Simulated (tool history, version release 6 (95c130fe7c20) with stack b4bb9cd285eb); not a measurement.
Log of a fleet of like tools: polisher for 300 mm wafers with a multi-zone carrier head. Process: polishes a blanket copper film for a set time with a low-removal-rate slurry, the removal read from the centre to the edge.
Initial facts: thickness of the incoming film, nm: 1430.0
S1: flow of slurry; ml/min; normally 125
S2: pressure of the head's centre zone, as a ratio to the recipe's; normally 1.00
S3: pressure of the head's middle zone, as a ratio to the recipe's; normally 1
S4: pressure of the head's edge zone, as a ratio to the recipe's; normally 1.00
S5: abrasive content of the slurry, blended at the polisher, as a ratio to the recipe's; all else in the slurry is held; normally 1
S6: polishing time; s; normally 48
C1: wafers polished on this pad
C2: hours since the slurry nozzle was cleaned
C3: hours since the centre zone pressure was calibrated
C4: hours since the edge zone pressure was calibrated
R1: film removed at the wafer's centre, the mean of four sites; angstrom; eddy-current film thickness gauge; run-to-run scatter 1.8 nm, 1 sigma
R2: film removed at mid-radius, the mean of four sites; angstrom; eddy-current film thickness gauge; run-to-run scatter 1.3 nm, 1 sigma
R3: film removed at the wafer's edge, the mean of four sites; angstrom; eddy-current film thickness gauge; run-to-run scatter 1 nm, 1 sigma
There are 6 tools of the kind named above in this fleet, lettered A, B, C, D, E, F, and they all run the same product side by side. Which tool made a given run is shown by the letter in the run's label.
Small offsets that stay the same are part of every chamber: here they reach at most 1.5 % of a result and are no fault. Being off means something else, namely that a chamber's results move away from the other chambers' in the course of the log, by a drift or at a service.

run,hour,S1,S2,S3,S4,S5,S6,C1,C2,C3,C4,R1,R2,R3
1B,3.4,125,1.00,1,1.00,1,48,446,76.1,901.8,311.5,1216.0,1229.7,1248.0
2A,7.9,125,1.00,1,1.00,1,48,374,72.9,236.1,1158.4,1218.1,1251.8,1262.9
3D,11.2,125,1.00,1,1.00,1,48,263,273.3,559.0,1302.2,1267.8,1239.1,1243.0
# hour 11.6: chamber B: worn pad replaced by a new one
4C,17.4,125,1.00,1,1.00,1,48,632,245.6,815.8,749.9,1260.9,1242.1,1255.9
# hour 18.2: chamber F: worn pad replaced by a new one
# hour 18.3: chamber B: centre zone pressure recalibrated
5F,22.2,125,1.00,1,1.00,1,48,69,57.7,49.1,1163.7,1275.3,1243.0,1240.5
6E,25.6,125,1.00,1,1.00,1,48,676,134.8,707.8,424.1,1261.7,1243.0,1259.4
# hour 30.0: chamber D: worn pad replaced by a new one
7D,30.9,125,1.00,1,1.00,1,61,16,293.0,578.7,1321.9,1571.1,1537.5,1572.6
# hour 31.6: chamber A: worn pad replaced by a new one
# hour 33.6: chamber C: worn pad replaced by a new one
# hour 34.1: chamber E: worn pad replaced by a new one
# hour 35.1: chamber C: slurry nozzle cleaned
8F,36.6,125,1.00,1,1.00,1,61,314,72.1,63.5,1178.1,1504.7,1596.7,1555.9
9C,40.7,125,1.00,1,1.00,1,61,121,5.6,839.1,773.2,1566.2,1607.9,1560.9
10B,44.5,125,1.00,1,1.00,1,61,563,117.2,26.2,352.6,1575.5,1556.3,1586.9
# hour 45.6: chamber B: worn pad replaced by a new one
11A,48.9,125,1.00,1,1.00,1,61,295,113.9,277.1,1199.4,1537.5,1578.5,1593.7
# hour 50.9: chamber F: worn pad replaced by a new one
12E,51.7,125,1.00,1,1.00,1,61,300,160.9,733.9,450.2,1587.8,1587.3,1560.6
13A,55.5,125,1.00,1,1.00,1,48,407,120.5,283.7,1206.0,1220.4,1235.8,1255.2
14F,59.6,125,1.00,1,1.00,1,48,149,95.1,86.5,1201.1,1237.8,1234.6,1222.8
# hour 62.6: chamber D: worn pad replaced by a new one
15C,62.7,125,1.00,1,1.00,1,48,497,27.6,861.1,795.2,1256.6,1265.9,1242.1
16E,66.5,125,1.00,1,1.00,1,48,553,175.7,748.7,465.0,1251.6,1228.6,1248.8
17D,72.3,125,1.00,1,1.00,1,48,166,334.4,620.1,1363.3,1212.4,1240.5,1237.5
# hour 73.7: chamber E: worn pad replaced by a new one
# hour 78.1: chamber A: worn pad replaced by a new one
18B,78.4,125,1.00,1,1.00,1,48,561,151.1,60.1,386.5,1225.2,1237.7,1224.1
# hour 80.4: chamber F: worn pad replaced by a new one
# hour 83.3: chamber B: worn pad replaced by a new one
# hour 83.8: chamber C: worn pad replaced by a new one
19E,84.4,125,1.00,1,1.00,1,48,183,193.6,766.6,482.9,1197.0,1235.0,1254.8
20C,88.4,125,1.00,1,1.00,1,48,79,53.3,886.8,820.9,1298.3,1256.9,1239.5
# hour 92.4: chamber D: worn pad replaced by a new one
21A,93.8,125,1.00,1,1.00,1,48,268,158.8,322.0,1244.3,1206.1,1243.5,1247.1
22B,98.2,125,1.00,1,1.00,1,48,254,170.9,79.9,406.3,1249.7,1255.0,1227.5
23D,103.0,125,1.00,1,1.00,1,48,181,365.1,650.8,1394.0,1204.6,1238.8,1236.3
# hour 104.8: chamber B: edge zone pressure recalibrated
24F,109.3,125,1.00,1,1.00,1,48,493,144.8,136.2,1250.8,1204.8,1239.0,1227.8
# hour 110.8: chamber F: worn pad replaced by a new one
25F,112.8,125,1.00,1,1.00,1,48,34,148.3,139.7,1254.3,1215.5,1241.5,1252.8
26E,119.0,125,0.89,1,1.00,1,48,773,228.2,801.2,517.5,1055.6,1237.2,1256.2
# hour 121.6: chamber E: worn pad replaced by a new one
27D,124.2,125,0.89,1,1.00,1,48,542,386.3,672.0,1415.2,1050.2,1252.0,1238.6
# hour 126.0: chamber A: edge zone pressure recalibrated
# hour 126.4: chamber B: worn pad replaced by a new one
# hour 128.3: chamber F: edge zone pressure recalibrated
# hour 128.5: chamber A: worn pad replaced by a new one
28C,128.8,125,0.89,1,1.00,1,48,768,93.7,927.2,861.3,1086.2,1255.2,1251.9
# hour 130.5: chamber D: worn pad replaced by a new one
29B,134.0,125,0.89,1,1.00,1,48,130,206.7,115.7,29.3,1115.8,1259.1,1222.2
30A,138.6,125,0.89,1,1.00,1,48,172,203.6,366.8,12.7,1082.8,1265.3,1268.0
# hour 140.7: chamber F: worn pad replaced by a new one
31C,143.6,125,0.89,1,1.00,1,48,1021,108.5,942.0,876.1,1109.6,1278.4,1236.2
# hour 145.0: chamber C: worn pad replaced by a new one
32D,148.0,125,1.00,1,1.00,1,48,300,410.1,695.8,1439.0,1245.7,1244.2,1229.9
# hour 151.4: chamber A: slurry nozzle cleaned
33B,151.6,125,1.00,1,1.00,1,48,430,224.3,133.3,46.9,1224.3,1242.2,1235.1
34A,156.2,125,1.00,1,1.00,1,48,473,4.8,384.4,30.3,1238.8,1237.8,1273.5
# hour 159.8: chamber C: centre zone pressure recalibrated
35E,162.4,125,1.00,1,1.00,1,48,697,271.6,844.6,560.9,1134.9,1224.8,1223.9
36F,167.1,125,1.00,1,1.00,1,48,451,202.6,194.0,38.9,1200.4,1207.8,1220.5
37C,172.2,125,1.00,1,1.07,1,48,464,137.1,12.4,904.7,1263.3,1269.6,1307.1

Next, every chamber runs the same settings. What will each give?
38A,176.7,125,1.00,1,1.08,1,48,,,,,?,?,?
38B,176.7,125,1.00,1,1.08,1,48,,,,,?,?,?
38C,176.7,125,1.00,1,1.08,1,48,,,,,?,?,?
38D,176.7,125,1.00,1,1.08,1,48,,,,,?,?,?
38E,176.7,125,1.00,1,1.08,1,48,,,,,?,?,?
38F,176.7,125,1.00,1,1.08,1,48,,,,,?,?,?

run,R1,R2,R3
38A,1216.2,1232.8,1310.9
38B,1238.6,1265.3,1286.9
38C,1270.7,1256.7,1294.7
38D,1231.5,1224.9,1276.6
38E,1093.1,1217.4,1298.2
38F,1255.4,1237.3,1287.4
